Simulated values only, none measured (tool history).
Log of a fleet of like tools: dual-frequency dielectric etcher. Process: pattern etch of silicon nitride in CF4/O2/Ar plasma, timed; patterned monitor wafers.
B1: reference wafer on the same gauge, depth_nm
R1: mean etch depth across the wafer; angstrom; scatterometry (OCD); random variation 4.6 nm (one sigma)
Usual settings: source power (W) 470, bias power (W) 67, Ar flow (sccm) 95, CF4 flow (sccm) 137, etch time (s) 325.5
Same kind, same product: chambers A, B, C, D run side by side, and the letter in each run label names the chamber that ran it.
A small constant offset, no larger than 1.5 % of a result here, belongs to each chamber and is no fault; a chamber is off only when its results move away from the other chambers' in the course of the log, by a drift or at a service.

Run 1A, hour 6.1: usual settings; B1 802.96. Result: R1 6818.2 angstrom.
Run 2D, hour 16.3: usual settings; B1 801.81. Result: R1 6732 angstrom.
Run 3C, hour 27.2: usual settings; B1 802.47. Result: R1 6946.1 angstrom.
Run 4B, hour 34.1: usual settings; B1 803.23. Result: R1 6824.2 angstrom.
Run 5D, hour 44.5: usual settings; B1 802.56. Result: R1 6747.6 angstrom.
Run 6C, hour 50.3: usual settings; B1 804.12. Result: R1 6831.3 angstrom.
Run 7B, hour 58.6: usual settings but bias power (W) 61; B1 803.41. Result: R1 6721.4 angstrom.
Run 8A, hour 64.2: usual settings but bias power (W) 61; B1 803.79. Result: R1 6562.1 angstrom.
Run 9D, hour 72.9: usual settings but bias power (W) 61; B1 801.67. Result: R1 6430.1 angstrom.
At hour 81.9: chamber A: source power generator calibrated.
Run 10C, hour 82: usual settings but bias power (W) 61; B1 803.63. Result: R1 6660.1 angstrom.
Run 11A, hour 92.7: usual settings; B1 803.33. Result: R1 7008 angstrom.
Run 12B, hour 98.1: usual settings; B1 804.23. Result: R1 6823.8 angstrom.
At hour 101.5: chamber A: bias power generator calibrated.
Run 13C, hour 107.6: usual settings but CF4 flow (sccm) 107; B1 802.51. Result: R1 6740.6 angstrom.
At hour 111.9: chamber D: wet clean of the chamber.
Run 14D, hour 116.9: usual settings but CF4 flow (sccm) 107; B1 803.11. Result: R1 6570.9 angstrom.
At hour 121.7: chamber A: wet clean of the chamber.
Run 15A, hour 128.4: usual settings but CF4 flow (sccm) 107; B1 801.87. Result: R1 6908.7 angstrom.
Run 16B, hour 134.4: usual settings but CF4 flow (sccm) 107; B1 801.87. Result: R1 6664.2 angstrom.
Run 17A, hour 144: usual settings; B1 801.32. Result: R1 7092.9 angstrom.
Run 18D, hour 151.1: usual settings but bias power (W) 53; B1 804.43. Result: R1 6164.8 angstrom.
At hour 160.3: chamber B: wet clean of the chamber.
Run 19C, hour 162.3: usual settings but bias power (W) 53; B1 801.03. Result: R1 6354.7 angstrom.
Run 20B, hour 173.3: usual settings but bias power (W) 53; B1 804.06. Result: R1 6268.7 angstrom.
Run 21B, hour 185.1: usual settings but bias power (W) 53; B1 805.03. Result: R1 6182 angstrom.
Run 22A, hour 192.9: usual settings; B1 803.45. Result: R1 7021.7 angstrom.
Run 23D, hour 198.5: usual settings; B1 802.94. Result: R1 6664.3 angstrom.
Run 24C, hour 204.9: usual settings but bias power (W) 62, CF4 flow (sccm) 107; B1 803.03. Result: R1 6527.2 angstrom.
Run 25B, hour 212: usual settings but bias power (W) 62, CF4 flow (sccm) 107; B1 803.25. Result: R1 6500.3 angstrom.
Run 26D, hour 222.2: usual settings but bias power (W) 62, CF4 flow (sccm) 107; B1 802.57. Result: R1 6303.3 angstrom.
Run 27A, hour 228.4: usual settings but bias power (W) 62, CF4 flow (sccm) 107; B1 801.72. Result: R1 6743.2 angstrom.
Run 28C, hour 235.9: usual settings; B1 802.9. Result: R1 6864.1 angstrom.
Run 29C, hour 242.2: usual settings; B1 802.16. Result: R1 6813.5 angstrom.

Which is it: a chamber that has drifted or been left off by a service, a gauge drift common to all chambers, or only each chamber's usual small offset? If a chamber is off, name it and its likeliest cause.

A service on chamber A put it out of line with the rest.
Likeliest cause: source power that arrives over what is set, % = 4.3.

Chamber A could run next with any of the 4 candidate recipes listed below; each alters the usual settings, and their results appear as question marks. Which one brings its results back in line with what the other chambers deliver on the usual settings?
Allowed miss from the other chambers' usual-settings mean, per result, to count as in line: R1 160 angstrom
Run 30A-1, hour 250.8: usual settings but CF4 flow (sccm) 106. Result: R1 ?.
Run 30A-2, hour 250.8: usual settings but source power (W) 480, etch time (s) 332. Result: R1 ?.
Run 30A-3, hour 250.8: usual settings but source power (W) 460, bias power (W) 66, etch time (s) 311. Result: R1 ?.
Run 30A-4, hour 250.8: usual settings but source power (W) 480, bias power (W) 68, etch time (s) 340. Result: R1 ?.

Usual-settings mean across the other chambers: R1 6830.6 angstrom
  run      R1
30A-1  6876.1
30A-2  7329.7
30A-3  6578.8
30A-4  7548.4
30A-1 brings the chamber back in line.
